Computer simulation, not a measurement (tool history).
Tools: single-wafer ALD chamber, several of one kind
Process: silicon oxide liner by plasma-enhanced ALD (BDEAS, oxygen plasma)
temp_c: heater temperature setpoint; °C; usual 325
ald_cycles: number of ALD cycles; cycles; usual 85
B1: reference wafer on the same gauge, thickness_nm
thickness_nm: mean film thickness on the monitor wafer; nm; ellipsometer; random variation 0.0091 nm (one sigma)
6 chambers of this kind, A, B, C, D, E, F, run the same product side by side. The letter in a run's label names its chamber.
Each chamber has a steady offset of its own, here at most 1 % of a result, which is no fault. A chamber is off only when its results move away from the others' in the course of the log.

Run 1C, day 0.304: usual settings; B1 6.6887. Result: thickness_nm 7.6049 nm.
Run 2B, day 0.750: usual settings; B1 6.6900. Result: thickness_nm 7.6073 nm.
Run 3F, day 1.379: usual settings; B1 6.6895. Result: thickness_nm 7.5948 nm.
Run 4E, day 1.967: usual settings; B1 6.6855. Result: thickness_nm 7.5922 nm.
Run 5A, day 2.475: usual settings; B1 6.6851. Result: thickness_nm 7.6025 nm.
Run 6D, day 2.758: usual settings; B1 6.6863. Result: thickness_nm 7.6143 nm.
Run 7F, day 3.096: usual settings; B1 6.6857. Result: thickness_nm 7.5844 nm.
Run 8B, day 3.375: usual settings but temp_c 315 °C, ald_cycles 74 cycles; B1 6.6847. Result: thickness_nm 6.6910 nm.
Run 9A, day 3.771: usual settings but temp_c 315 °C, ald_cycles 74 cycles; B1 6.6837. Result: thickness_nm 6.7137 nm.
Run 10C, day 4.375: usual settings but temp_c 315 °C, ald_cycles 74 cycles; B1 6.6811. Result: thickness_nm 6.7188 nm.
Run 11D, day 4.792: usual settings but temp_c 315 °C, ald_cycles 74 cycles; B1 6.6784. Result: thickness_nm 6.7329 nm.
Run 12E, day 5.358: usual settings but temp_c 315 °C, ald_cycles 74 cycles; B1 6.6785. Result: thickness_nm 6.6951 nm.
Run 13F, day 5.762: usual settings but temp_c 315 °C, ald_cycles 74 cycles; B1 6.6782. Result: thickness_nm 6.6917 nm.
Run 14C, day 6.104: usual settings; B1 6.6770. Result: thickness_nm 7.5708 nm.
Run 15E, day 6.571: usual settings; B1 6.6777. Result: thickness_nm 7.5913 nm.
Run 16B, day 6.883: usual settings; B1 6.6777. Result: thickness_nm 7.5903 nm.
Run 17A, day 7.379: usual settings; B1 6.6738. Result: thickness_nm 7.5837 nm.
Run 18D, day 7.875: usual settings; B1 6.6766. Result: thickness_nm 7.5905 nm.
Run 19C, day 8.371: usual settings but temp_c 335 °C; B1 6.6735. Result: thickness_nm 7.4759 nm.
Run 20A, day 8.912: usual settings but temp_c 335 °C; B1 6.6718. Result: thickness_nm 7.4602 nm.
Run 21B, day 9.212: usual settings but temp_c 335 °C; B1 6.6708. Result: thickness_nm 7.4559 nm.
At day 9.388: chamber C: thermocouple changed; heater temperature recalibrated.
Run 22E, day 9.762: usual settings but temp_c 335 °C; B1 6.6723. Result: thickness_nm 7.4752 nm.
Run 23D, day 10.325: usual settings but temp_c 335 °C; B1 6.6683. Result: thickness_nm 7.5090 nm.
Run 24F, day 10.608: usual settings but temp_c 335 °C; B1 6.6692. Result: thickness_nm 7.4594 nm.
Run 25F, day 11.175: usual settings; B1 6.6676. Result: thickness_nm 7.5689 nm.
Run 26A, day 11.821: usual settings but temp_c 311 °C, ald_cycles 76 cycles; B1 6.6658. Result: thickness_nm 6.8984 nm.
Run 27D, day 12.175: usual settings but temp_c 311 °C, ald_cycles 76 cycles; B1 6.6657. Result: thickness_nm 6.9261 nm.
Run 28C, day 12.483: usual settings but temp_c 311 °C, ald_cycles 76 cycles; B1 6.6664. Result: thickness_nm 6.9257 nm.
Run 29E, day 12.854: usual settings but temp_c 311 °C, ald_cycles 76 cycles; B1 6.6638. Result: thickness_nm 6.9055 nm.
Run 30B, day 13.321: usual settings but temp_c 311 °C, ald_cycles 76 cycles; B1 6.6607. Result: thickness_nm 6.8958 nm.
Run 31C, day 13.642: usual settings but temp_c 311 °C, ald_cycles 76 cycles; B1 6.6632. Result: thickness_nm 6.9173 nm.
Run 32F, day 14.171: usual settings; B1 6.6613. Result: thickness_nm 7.5748 nm.
Run 33E, day 14.688: usual settings but ald_cycles 78 cycles; B1 6.6615. Result: thickness_nm 6.9340 nm.
Run 34A, day 15.254: usual settings but ald_cycles 78 cycles; B1 6.6599. Result: thickness_nm 6.9442 nm.
Run 35D, day 15.704: usual settings but ald_cycles 78 cycles; B1 6.6578. Result: thickness_nm 6.9749 nm.
Run 36B, day 16.354: usual settings but ald_cycles 78 cycles; B1 6.6585. Result: thickness_nm 6.9455 nm.

Next, every chamber runs the same settings. What will each give?
Run 37A, day 16.821: usual settings. Result: thickness_nm ?.
Run 37B, day 16.821: usual settings. Result: thickness_nm ?.
Run 37C, day 16.821: usual settings. Result: thickness_nm ?.
Run 37D, day 16.821: usual settings. Result: thickness_nm ?.
Run 37E, day 16.821: usual settings. Result: thickness_nm ?.
Run 37F, day 16.821: usual settings. Result: thickness_nm ?.

run  thickness_nm
37A        7.5559
37B        7.5657
37C        7.5534
37D        7.5836
37E        7.5474
37F        7.5441
